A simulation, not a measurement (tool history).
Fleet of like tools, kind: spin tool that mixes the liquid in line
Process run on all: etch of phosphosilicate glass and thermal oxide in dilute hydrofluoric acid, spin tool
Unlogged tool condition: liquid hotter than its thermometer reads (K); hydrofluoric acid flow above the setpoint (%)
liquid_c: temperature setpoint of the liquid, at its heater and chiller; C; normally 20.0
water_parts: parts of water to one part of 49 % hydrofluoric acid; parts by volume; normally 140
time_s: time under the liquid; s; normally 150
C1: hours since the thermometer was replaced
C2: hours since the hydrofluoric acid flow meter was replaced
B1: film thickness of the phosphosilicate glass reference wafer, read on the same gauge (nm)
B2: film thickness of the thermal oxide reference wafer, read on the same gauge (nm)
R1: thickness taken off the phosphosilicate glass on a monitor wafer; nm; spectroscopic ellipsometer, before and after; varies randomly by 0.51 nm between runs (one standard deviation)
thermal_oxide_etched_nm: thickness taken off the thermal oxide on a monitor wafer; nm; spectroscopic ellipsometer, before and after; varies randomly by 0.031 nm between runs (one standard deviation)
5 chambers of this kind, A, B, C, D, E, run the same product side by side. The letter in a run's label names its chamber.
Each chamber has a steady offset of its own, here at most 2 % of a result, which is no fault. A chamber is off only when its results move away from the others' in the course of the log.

Run 1E, hour 2.4: usual settings; C1 1139.1; C2 332.3; B1 150.01; B2 49.982. Result: R1 53.487 nm, thermal_oxide_etched_nm 4.2309 nm.
Run 2B, hour 6.4: usual settings; C1 37.2; C2 1388.6; B1 149.99; B2 50.030. Result: R1 52.166 nm, thermal_oxide_etched_nm 4.2399 nm.
At hour 6.5: chamber B: hydrofluoric acid flow meter replaced.
Run 3C, hour 9.2: usual settings; C1 311.0; C2 1768.5; B1 150.00; B2 49.957. Result: R1 52.867 nm, thermal_oxide_etched_nm 4.2783 nm.
Run 4D, hour 12.5: usual settings; C1 666.3; C2 637.1; B1 150.01; B2 49.973. Result: R1 52.509 nm, thermal_oxide_etched_nm 4.1870 nm.
Run 5A, hour 16.6: usual settings; C1 791.5; C2 425.6; B1 149.99; B2 50.014. Result: R1 52.140 nm, thermal_oxide_etched_nm 4.2002 nm.
Run 6C, hour 19.9: usual settings; C1 321.7; C2 1779.2; B1 149.99; B2 50.018. Result: R1 52.884 nm, thermal_oxide_etched_nm 4.2172 nm.
Run 7E, hour 22.3: usual settings; C1 1159.0; C2 352.2; B1 150.00; B2 49.993. Result: R1 53.638 nm, thermal_oxide_etched_nm 4.2683 nm.
Run 8B, hour 24.3: usual settings; C1 55.1; C2 17.8; B1 150.01; B2 49.997. Result: R1 53.312 nm, thermal_oxide_etched_nm 4.2186 nm.
Run 9A, hour 27.5: usual settings; C1 802.4; C2 436.5; B1 150.01; B2 49.973. Result: R1 52.268 nm, thermal_oxide_etched_nm 4.2795 nm.
Run 10D, hour 31.2: usual settings; C1 685.0; C2 655.8; B1 150.01; B2 50.013. Result: R1 51.362 nm, thermal_oxide_etched_nm 4.2176 nm.
Run 11A, hour 34.8: usual settings; C1 809.7; C2 443.8; B1 150.01; B2 50.032. Result: R1 52.866 nm, thermal_oxide_etched_nm 4.1367 nm.
Run 12E, hour 38.2: usual settings; C1 1174.9; C2 368.1; B1 149.99; B2 50.018. Result: R1 52.462 nm, thermal_oxide_etched_nm 4.2466 nm.
Run 13B, hour 40.2: usual settings; C1 71.0; C2 33.7; B1 150.00; B2 50.052. Result: R1 53.208 nm, thermal_oxide_etched_nm 4.2467 nm.
Run 14C, hour 42.2: usual settings; C1 344.0; C2 1801.5; B1 149.99; B2 50.031. Result: R1 52.899 nm, thermal_oxide_etched_nm 4.2173 nm.
Run 15D, hour 46.0: usual settings; C1 699.8; C2 670.6; B1 149.99; B2 50.043. Result: R1 51.785 nm, thermal_oxide_etched_nm 4.1607 nm.
Run 16D, hour 48.1: usual settings; C1 701.9; C2 672.7; B1 149.97; B2 50.007. Result: R1 52.624 nm, thermal_oxide_etched_nm 4.2094 nm.
Run 17B, hour 51.6: usual settings; C1 82.4; C2 45.1; B1 150.00; B2 49.994. Result: R1 52.079 nm, thermal_oxide_etched_nm 4.2084 nm.
Run 18E, hour 53.5: usual settings; C1 1190.2; C2 383.4; B1 149.99; B2 50.025. Result: R1 51.499 nm, thermal_oxide_etched_nm 4.1925 nm.
Run 19C, hour 57.7: usual settings; C1 359.5; C2 1817.0; B1 150.00; B2 50.014. Result: R1 53.212 nm, thermal_oxide_etched_nm 4.2394 nm.
Run 20A, hour 62.0: usual settings but liquid_c 18.0 C, water_parts 85 parts by volume; C1 836.9; C2 471.0; B1 149.98; B2 49.965. Result: R1 86.237 nm, thermal_oxide_etched_nm 6.7717 nm.
Run 21A, hour 65.2: usual settings but liquid_c 18.0 C, water_parts 85 parts by volume; C1 840.1; C2 474.2; B1 149.99; B2 50.014. Result: R1 84.674 nm, thermal_oxide_etched_nm 6.8687 nm.
Run 22C, hour 68.3: usual settings but liquid_c 18.0 C, water_parts 85 parts by volume; C1 370.1; C2 1827.6; B1 149.98; B2 50.025. Result: R1 85.860 nm, thermal_oxide_etched_nm 6.9113 nm.
Run 23E, hour 71.6: usual settings but liquid_c 18.0 C, water_parts 85 parts by volume; C1 1208.3; C2 401.5; B1 150.01; B2 49.999. Result: R1 86.921 nm, thermal_oxide_etched_nm 6.8555 nm.
Run 24D, hour 75.1: usual settings but liquid_c 18.0 C, water_parts 85 parts by volume; C1 728.9; C2 699.7; B1 149.99; B2 50.037. Result: R1 84.956 nm, thermal_oxide_etched_nm 6.7167 nm.
Run 25B, hour 77.6: usual settings; C1 108.4; C2 71.1; B1 149.98; B2 49.992. Result: R1 52.669 nm, thermal_oxide_etched_nm 4.2175 nm.
Run 26C, hour 80.3: usual settings; C1 382.1; C2 1839.6; B1 150.00; B2 50.048. Result: R1 52.589 nm, thermal_oxide_etched_nm 4.2546 nm.
Run 27E, hour 83.0: usual settings; C1 1219.7; C2 412.9; B1 150.01; B2 50.003. Result: R1 52.566 nm, thermal_oxide_etched_nm 4.2206 nm.
Run 28D, hour 85.4: usual settings; C1 739.2; C2 710.0; B1 149.97; B2 50.029. Result: R1 52.022 nm, thermal_oxide_etched_nm 4.2026 nm.
Run 29A, hour 89.1: usual settings but liquid_c 23.5 C; C1 864.0; C2 498.1; B1 150.00; B2 49.962. Result: R1 60.747 nm, thermal_oxide_etched_nm 4.8017 nm.
Run 30B, hour 91.7: usual settings but liquid_c 23.5 C; C1 122.5; C2 85.2; B1 150.00; B2 49.990. Result: R1 60.105 nm, thermal_oxide_etched_nm 4.8486 nm.
Run 31E, hour 93.6: usual settings but liquid_c 23.5 C; C1 1230.3; C2 423.5; B1 150.00; B2 49.978. Result: R1 61.290 nm, thermal_oxide_etched_nm 4.8784 nm.
Run 32B, hour 96.0: usual settings but liquid_c 23.5 C; C1 126.8; C2 89.5; B1 150.01; B2 50.040. Result: R1 60.508 nm, thermal_oxide_etched_nm 4.8955 nm.
Run 33C, hour 98.1: usual settings but liquid_c 23.5 C; C1 399.9; C2 1857.4; B1 149.99; B2 50.007. Result: R1 60.315 nm, thermal_oxide_etched_nm 4.9417 nm.
Run 34D, hour 101.4: usual settings; C1 755.2; C2 726.0; B1 150.00; B2 50.027. Result: R1 51.443 nm, thermal_oxide_etched_nm 4.2045 nm.
Run 35A, hour 104.9: usual settings; C1 879.8; C2 513.9; B1 149.99; B2 49.988. Result: R1 53.367 nm, thermal_oxide_etched_nm 4.2365 nm.
Run 36D, hour 107.5: usual settings but liquid_c 23.5 C, time_s 180 s; C1 761.3; C2 732.1; B1 149.99; B2 50.018. Result: R1 71.160 nm, thermal_oxide_etched_nm 5.7898 nm.
Run 37C, hour 110.2: usual settings but liquid_c 23.5 C, time_s 180 s; C1 412.0; C2 1869.5; B1 149.99; B2 49.974. Result: R1 72.136 nm, thermal_oxide_etched_nm 5.8165 nm.
Run 38A, hour 112.5: usual settings but liquid_c 23.5 C, time_s 180 s; C1 887.4; C2 521.5; B1 150.00; B2 50.008. Result: R1 71.268 nm, thermal_oxide_etched_nm 5.7793 nm.
Run 39B, hour 116.1: usual settings but liquid_c 23.5 C, time_s 180 s; C1 146.9; C2 109.6; B1 150.00; B2 49.989. Result: R1 73.132 nm, thermal_oxide_etched_nm 5.7470 nm.
Run 40E, hour 119.4: usual settings but liquid_c 23.5 C, time_s 180 s; C1 1256.1; C2 449.3; B1 149.98; B2 49.985. Result: R1 74.354 nm, thermal_oxide_etched_nm 5.8907 nm.

Decide between three cases: one chamber stands off from its peers, the gauge reading all wafers drifts, or nothing is wrong past each chamber's small offset. Where a chamber is off, say which and what most likely put it there.

No chamber stands off beyond its own small offset, and the gauge holds steady.
